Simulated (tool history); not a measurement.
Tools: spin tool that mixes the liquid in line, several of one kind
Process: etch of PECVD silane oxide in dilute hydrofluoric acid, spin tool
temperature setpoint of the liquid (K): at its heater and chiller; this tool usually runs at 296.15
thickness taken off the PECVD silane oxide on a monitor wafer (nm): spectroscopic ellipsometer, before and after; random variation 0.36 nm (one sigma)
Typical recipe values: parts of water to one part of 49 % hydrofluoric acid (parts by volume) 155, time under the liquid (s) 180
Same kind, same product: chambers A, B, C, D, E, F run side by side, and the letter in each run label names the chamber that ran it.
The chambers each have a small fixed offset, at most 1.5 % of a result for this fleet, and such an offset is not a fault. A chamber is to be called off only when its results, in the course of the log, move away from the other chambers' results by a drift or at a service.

run,hour,temperature setpoint of the liquid (K),parts of water to one part of 49 % hydrofluoric acid (parts by volume),time under the liquid (s),"read-back film thickness of the PECVD silane oxide reference wafer, read on the same gauge (nm)",thickness taken off the PECVD silane oxide on a monitor wafer (nm)
1D,3.4,296.15,155,180,100.010,40.292
2E,7.0,296.15,155,180,100.000,39.383
3B,9.9,296.15,155,180,99.994,40.575
4A,12.6,296.15,155,180,99.987,40.409
5F,15.5,296.15,155,180,100.020,39.874
6C,19.0,296.15,155,180,99.987,40.557
7B,22.1,296.15,155,180,100.000,39.997
8C,25.9,296.15,155,180,99.998,40.352
9E,30.1,296.15,155,180,99.998,39.486
10A,32.8,296.15,155,180,99.986,39.623
11D,36.7,296.15,195,135,99.990,22.706
12F,40.0,296.15,195,135,99.969,22.676
13D,43.5,296.15,195,135,100.010,22.965
14F,46.6,296.15,195,135,99.998,22.502
15B,50.9,296.15,195,135,100.020,23.374
16E,55.0,296.15,195,135,99.986,23.042
17A,57.9,296.15,155,180,100.000,39.363
18C,61.2,296.15,155,180,99.983,39.816
19B,63.9,292.65,85,180,100.000,70.135
20D,66.8,292.65,85,180,100.000,69.476
21F,69.1,292.65,85,180,100.000,69.451
22C,71.1,292.65,85,180,99.985,69.416
23A,74.2,292.65,85,180,99.996,63.815
# hour 75.1: chamber B: hydrofluoric acid flow meter replaced
24E,78.1,292.65,85,180,100.010,67.454
25F,81.9,296.15,155,180,99.992,40.124
26C,86.1,296.15,155,180,100.000,39.871
27B,89.9,298.65,155,180,100.000,43.985
28E,92.9,298.65,155,180,100.010,43.626
# hour 94.2: chamber E: hydrofluoric acid flow meter replaced
29A,96.4,298.65,155,180,100.010,41.767
30D,98.7,298.65,155,180,100.020,44.719
31F,102.5,298.65,155,180,99.996,43.043
32D,106.6,298.65,155,180,100.010,44.609
33B,110.2,293.65,155,180,99.987,37.112
34C,113.3,293.65,155,180,100.010,36.365
35A,115.7,293.65,155,180,100.000,33.609
36E,118.4,293.65,155,180,100.000,36.057
37E,122.7,293.65,155,180,99.998,36.153
38B,125.0,293.65,155,180,100.010,36.370
39F,129.3,296.15,155,180,99.991,39.504
40C,132.9,296.15,155,180,100.000,39.712
41A,136.4,296.15,155,180,99.987,36.449

What goes on in this fleet: one chamber off, a drifting gauge, or nothing beyond the chambers' own small offsets? Name the chamber and the cause, if any.

It is chamber A that slowly wanders off from its peers.
Likeliest cause: hydrofluoric acid flow below the setpoint (%) = 9.05.
The log might look much the same if the cause were instead: liquid colder than its thermometer reads (K).

Chamber A could run next with any of the 4 candidate recipes listed below; each alters the usual settings, and their results appear as question marks. Which one brings its results back in line with what the other chambers deliver on the usual settings?
In line here means within this much of the mean the other chambers give on the usual settings: thickness taken off the PECVD silane oxide on a monitor wafer (nm) 1.300
42A-1,139.6,296.15,155,185,,?
42A-2,139.6,298.65,155,180,,?
42A-3,139.6,295.15,155,180,,?
42A-4,139.6,296.15,160,170,,?

On the usual settings, the other chambers give on average: thickness taken off the PECVD silane oxide on a monitor wafer (nm) 40.133
run,thickness taken off the PECVD silane oxide on a monitor wafer (nm)
42A-1,37.305
42A-2,39.903
42A-3,34.919
42A-4,33.031
42A-2 puts the chamber back in line with the other chambers.
